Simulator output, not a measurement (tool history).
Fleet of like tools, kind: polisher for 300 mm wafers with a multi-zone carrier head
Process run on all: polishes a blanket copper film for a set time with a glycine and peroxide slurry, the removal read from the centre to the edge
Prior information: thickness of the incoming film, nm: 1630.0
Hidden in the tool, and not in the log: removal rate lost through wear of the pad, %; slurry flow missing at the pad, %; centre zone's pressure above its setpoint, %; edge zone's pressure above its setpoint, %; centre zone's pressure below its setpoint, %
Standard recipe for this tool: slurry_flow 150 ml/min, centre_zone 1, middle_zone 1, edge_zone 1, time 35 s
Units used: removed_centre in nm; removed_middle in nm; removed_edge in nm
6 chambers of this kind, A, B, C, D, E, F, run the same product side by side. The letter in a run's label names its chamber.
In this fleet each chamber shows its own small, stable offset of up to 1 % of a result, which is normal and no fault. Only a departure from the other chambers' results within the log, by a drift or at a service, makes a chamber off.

run	hour	slurry_flow	centre_zone	middle_zone	edge_zone	time	wafers polished on this pad	hours since the slurry nozzle was cleaned	hours since the centre zone pressure was calibrated	hours since the edge zone pressure was calibrated	removed_centre	removed_middle	removed_edge
# hour 2.6: chamber E: edge zone pressure recalibrated
# hour 8.9: chamber A: worn pad replaced by a new one
1C	11.8	150	1	1	1	35	862	145	1059.7	404.1	264.79	270.04	271.42
# hour 25.6: chamber B: worn pad replaced by a new one
2B	25.7	150	1	1	1	35	2	230.7	560.5	264.2	274.16	274.43	271.92
# hour 28.5: chamber C: worn pad replaced by a new one
# hour 32: chamber A: slurry nozzle cleaned
3F	38.2	150	1	1	1	35	662	134	42	411.5	270.65	268.92	274.26
4A	47.4	150	1	1	1	35	601	15.4	284.1	185.5	273.82	273.76	269.23
5D	61.5	150	1	1	1	35	1685	333.3	112.3	321.7	273.48	275.09	272.08
6E	75.5	150	1	1	1	35	1325	296.2	479.2	72.9	273.35	274.32	271.48
# hour 75.8: chamber E: worn pad replaced by a new one
# hour 79.7: chamber F: worn pad replaced by a new one
7E	83.4	150	1	1	1	35	119	304.1	487.1	80.8	274.05	273.36	269.49
# hour 92.2: chamber A: worn pad replaced by a new one
8F	93.2	150	1	1	1	35	211	189	97	466.5	274.34	271.79	271.86
9D	101.5	150	1	1	1	35	2309	373.3	152.3	361.7	270.96	262.86	271.64
# hour 103.1: chamber C: worn pad replaced by a new one
# hour 106.5: chamber B: worn pad replaced by a new one
10A	110	150	1	1	1	35	278	78	346.7	248.1	270.27	276.6	270.74
# hour 120.9: chamber F: slurry nozzle cleaned
11C	123.2	150	1	1	1	35	314	256.4	1171.1	515.5	271.62	272.16	271.39
12B	137.4	150	1	1	1	35	482	342.4	672.2	375.9	272.86	266.08	270.74
13F	149.5	150	1	1	1	35	1090	28.6	153.3	522.8	271.3	265.87	270.5
# hour 149.8: chamber E: slurry nozzle cleaned
14C	156.7	150	1	1	1	35	838	289.9	1204.6	549	267.93	271.18	273.08
# hour 167: chamber A: worn pad replaced by a new one
# hour 167.5: chamber E: worn pad replaced by a new one
15A	168.2	150	1	1	1	35	20	136.2	404.9	306.3	274.8	274.41	272.18
# hour 171.7: chamber F: worn pad replaced by a new one
# hour 177.2: chamber B: worn pad replaced by a new one
16E	181.4	150	1	1	1	35	218	31.7	585.1	178.8	274.11	273.62	269.72
17D	188.3	150	1	1	1	35	3665	460.1	239.1	448.5	262.85	268.03	261.72
# hour 191.5: chamber C: worn pad replaced by a new one
18B	196.7	150	1	1	1	35	305	401.7	731.5	435.2	273.19	265.33	273.39
19E	209.3	150	1	1	1	35	653	59.6	613	206.7	274.63	271.33	275.1
20B	216.4	150	1	1	1	35	613	421.4	751.2	454.9	266.37	269.29	271.76
21F	225.1	150	1	1	1	25	834	104.2	228.9	598.4	191.15	192.76	196.2
22D	239.4	150	1	1	1	25	4463	511.2	290.2	499.6	183.54	185.03	182.88
# hour 247.4: chamber E: worn pad replaced by a new one
# hour 252.5: chamber F: worn pad replaced by a new one
23A	253.5	150	1	1	1	25	1352	221.5	490.2	391.6	193.64	196.93	191.32
# hour 257.7: chamber A: worn pad replaced by a new one
# hour 265.1: chamber B: worn pad replaced by a new one
24C	266.1	150	1	1	1	25	1166	399.3	1314	658.4	195.93	194.06	194.85
# hour 275.1: chamber C: worn pad replaced by a new one
25F	275.9	150	1	1	1	25	365	155	279.7	649.2	196.3	195.56	193.17
26B	283.3	150	1	1	1	25	284	488.3	818.1	521.8	195.31	190.89	197.68
27A	297.7	150	1	1	1.08	45	625	265.7	534.4	435.8	352.87	350.85	370.71
28D	311.2	150	1	1	1.08	45	5585	583	362	571.4	325.64	321.28	337.56
# hour 321: chamber E: worn pad replaced by a new one
29E	322.6	150	1	1	1.08	45	25	172.9	726.3	320	348.46	346.71	362.73
# hour 334.9: chamber B: worn pad replaced by a new one
30C	337.2	150	1	1	1.08	45	970	470.4	1385.1	729.5	343.92	352.97	361.65
# hour 343.7: chamber F: slurry nozzle cleaned
31F	344.7	150	1	1	1.08	45	1440	1	348.5	718	343.89	352.95	368.47
# hour 345.1: chamber A: slurry nozzle cleaned
# hour 350.6: chamber A: worn pad replaced by a new one
# hour 350.9: chamber F: worn pad replaced by a new one
# hour 359: chamber F: edge zone pressure recalibrated
32B	359	150	1	1	1.08	45	377	564	893.8	597.5	355.11	351.85	367.3
# hour 363.3: chamber C: worn pad replaced by a new one
# hour 369.9: chamber C: slurry nozzle cleaned
33D	371.1	150	1	1	1	43	6520	642.9	421.9	631.3	301.72	299.62	301.99
34E	382.5	150	1	1	1	43	960	232.8	786.2	379.9	335.99	327.52	329.44
35C	393.1	150	1	1	1	43	465	23.2	1441	785.4	329.19	344.89	331.2
36A	403.4	150	1	1	1	43	826	58.4	640.1	541.5	339.83	334.72	335.97
37F	410	150	1	1	1	43	924	66.3	413.8	51	334.32	336.67	342.2

Is one chamber out of step, is the gauge drifting, or do the chambers differ by no more than their own small offsets? For an off chamber, give its letter and the likeliest cause.

One chamber, D, drifts off from the rest bit by bit.
Most likely cause: removal rate lost through wear of the pad, % = 11.3.
The log may not tell that from: slurry flow missing at the pad, %.

Below are 4 candidate recipes for chamber D's next run, each the usual settings with a change, their results shown as question marks. Which of them brings D's results back in line with what the other chambers give on the usual settings?
A result is in line if it is within this distance of the other chambers' mean on the usual settings: removed_centre 9.6 nm; removed_middle 11 nm; removed_edge 8.4 nm
38D-1	420.6	150	1.01	1	0.99	31					?	?	?
38D-2	420.6	150	1	1	1	37					?	?	?
38D-3	420.6	150	0.99	1	1.01	39					?	?	?
38D-4	420.6	150	1	1	1	33					?	?	?

Other chambers, usual settings, mean: removed_centre 271.89 nm; removed_middle 271.72 nm; removed_edge 272.16 nm
run	removed_centre	removed_middle	removed_edge
38D-1	219	216.56	213.21
38D-2	258.56	258.49	255.84
38D-3	269.55	272.48	271.11
38D-4	230.61	230.55	228.18
With 38D-3, the chamber falls back in line with the rest.
